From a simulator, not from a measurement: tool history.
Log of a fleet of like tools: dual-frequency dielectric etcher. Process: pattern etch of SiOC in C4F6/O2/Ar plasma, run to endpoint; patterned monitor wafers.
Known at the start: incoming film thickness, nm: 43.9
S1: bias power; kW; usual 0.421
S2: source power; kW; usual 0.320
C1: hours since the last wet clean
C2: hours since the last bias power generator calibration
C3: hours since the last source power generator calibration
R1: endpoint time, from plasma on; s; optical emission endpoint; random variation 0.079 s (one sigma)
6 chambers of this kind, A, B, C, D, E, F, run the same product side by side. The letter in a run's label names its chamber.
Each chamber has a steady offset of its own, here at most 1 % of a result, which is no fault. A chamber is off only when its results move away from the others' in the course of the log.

-- hour=7.8 chamber F: wet clean of the chamber
run 1B hour=14.2 | S1=0.421 S2=0.320 | C1=202.3 C2=827.8 C3=3856.6 | R1=17.182
run 2A hour=29.3 | S1=0.421 S2=0.320 | C1=29.8 C2=3697.9 C3=1567.9 | R1=17.035
run 3D hour=40.5 | S1=0.421 S2=0.320 | C1=235.8 C2=267.4 C3=1843.7 | R1=16.931
run 4E hour=51.9 | S1=0.421 S2=0.320 | C1=299.8 C2=718.6 C3=1421.8 | R1=17.148
run 5F hour=60.9 | S1=0.421 S2=0.320 | C1=53.1 C2=2124.3 C3=2145.7 | R1=16.994
run 6C hour=74.9 | S1=0.421 S2=0.320 | C1=103.3 C2=3599.3 C3=126.0 | R1=17.215
run 7B hour=87.1 | S1=0.421 S2=0.320 | C1=275.2 C2=900.7 C3=3929.5 | R1=17.146
run 8A hour=93.6 | S1=0.421 S2=0.320 | C1=94.1 C2=3762.2 C3=1632.2 | R1=17.068
-- hour=96.1 chamber D: source power generator calibrated
run 9D hour=105.4 | S1=0.421 S2=0.320 | C1=300.7 C2=332.3 C3=9.3 | R1=16.957
run 10C hour=114.7 | S1=0.513 S2=0.380 | C1=143.1 C2=3639.1 C3=165.8 | R1=14.937
run 11F hour=128.1 | S1=0.513 S2=0.380 | C1=120.3 C2=2191.5 C3=2212.9 | R1=14.961
run 12E hour=141.1 | S1=0.513 S2=0.380 | C1=389.0 C2=807.8 C3=1511.0 | R1=15.004
run 13C hour=147.9 | S1=0.513 S2=0.380 | C1=176.3 C2=3672.3 C3=199.0 | R1=14.914
-- hour=154.5 chamber D: wet clean of the chamber
run 14A hour=155.3 | S1=0.513 S2=0.380 | C1=155.8 C2=3823.9 C3=1693.9 | R1=14.806
-- hour=164.5 chamber E: wet clean of the chamber
run 15E hour=166.5 | S1=0.513 S2=0.380 | C1=2.0 C2=833.2 C3=1536.4 | R1=14.953
run 16D hour=174.4 | S1=0.421 S2=0.320 | C1=20.0 C2=401.3 C3=78.3 | R1=16.910
run 17F hour=188.4 | S1=0.421 S2=0.320 | C1=180.6 C2=2251.8 C3=2273.2 | R1=17.026
run 18B hour=197.2 | S1=0.421 S2=0.320 | C1=385.3 C2=1010.8 C3=4039.6 | R1=17.224
run 19B hour=205.3 | S1=0.421 S2=0.320 | C1=393.4 C2=1018.9 C3=4047.7 | R1=17.144
run 20A hour=213.0 | S1=0.505 S2=0.370 | C1=213.5 C2=3881.6 C3=1751.6 | R1=15.003
run 21D hour=226.5 | S1=0.505 S2=0.370 | C1=72.1 C2=453.4 C3=130.4 | R1=15.079
run 22E hour=235.2 | S1=0.505 S2=0.370 | C1=70.7 C2=901.9 C3=1605.1 | R1=15.236
run 23F hour=250.0 | S1=0.505 S2=0.370 | C1=242.2 C2=2313.4 C3=2334.8 | R1=15.298
run 24C hour=256.6 | S1=0.505 S2=0.370 | C1=285.0 C2=3781.0 C3=307.7 | R1=15.060
run 25A hour=269.1 | S1=0.505 S2=0.370 | C1=269.6 C2=3937.7 C3=1807.7 | R1=15.108
run 26C hour=275.7 | S1=0.421 S2=0.320 | C1=304.1 C2=3800.1 C3=326.8 | R1=17.131
run 27E hour=284.5 | S1=0.421 S2=0.320 | C1=120.0 C2=951.2 C3=1654.4 | R1=17.277
run 28F hour=293.1 | S1=0.421 S2=0.320 | C1=285.3 C2=2356.5 C3=2377.9 | R1=16.979
run 29B hour=303.0 | S1=0.421 S2=0.320 | C1=491.1 C2=1116.6 C3=4145.4 | R1=17.123
run 30D hour=311.2 | S1=0.421 S2=0.320 | C1=156.8 C2=538.1 C3=215.1 | R1=17.024
-- hour=321.5 chamber F: bias power generator calibrated
run 31C hour=323.7 | S1=0.421 S2=0.320 | C1=352.1 C2=3848.1 C3=374.8 | R1=17.055
-- hour=324.3 chamber B: wet clean of the chamber
run 32B hour=336.2 | S1=0.421 S2=0.320 | C1=12.0 C2=1149.8 C3=4178.6 | R1=17.221
run 33E hour=349.6 | S1=0.421 S2=0.320 | C1=185.1 C2=1016.3 C3=1719.5 | R1=17.206
run 34A hour=362.0 | S1=0.421 S2=0.320 | C1=362.5 C2=4030.6 C3=1900.6 | R1=16.800
run 35D hour=369.4 | S1=0.421 S2=0.320 | C1=215.0 C2=596.3 C3=273.3 | R1=16.984
run 36F hour=380.9 | S1=0.421 S2=0.320 | C1=373.1 C2=59.4 C3=2465.7 | R1=17.083
run 37E hour=395.8 | S1=0.421 S2=0.320 | C1=231.3 C2=1062.5 C3=1765.7 | R1=17.082

All 6 chambers run these settings next. Forecast each chamber's results:
run 38A hour=406.6 | S1=0.421 S2=0.320 | R1=?
run 38B hour=406.6 | S1=0.421 S2=0.320 | R1=?
run 38C hour=406.6 | S1=0.421 S2=0.320 | R1=?
run 38D hour=406.6 | S1=0.421 S2=0.320 | R1=?
run 38E hour=406.6 | S1=0.421 S2=0.320 | R1=?
run 38F hour=406.6 | S1=0.421 S2=0.320 | R1=?

run=38A R1=16.938
run=38B R1=17.146
run=38C R1=17.041
run=38D R1=16.985
run=38E R1=17.068
run=38F R1=17.055
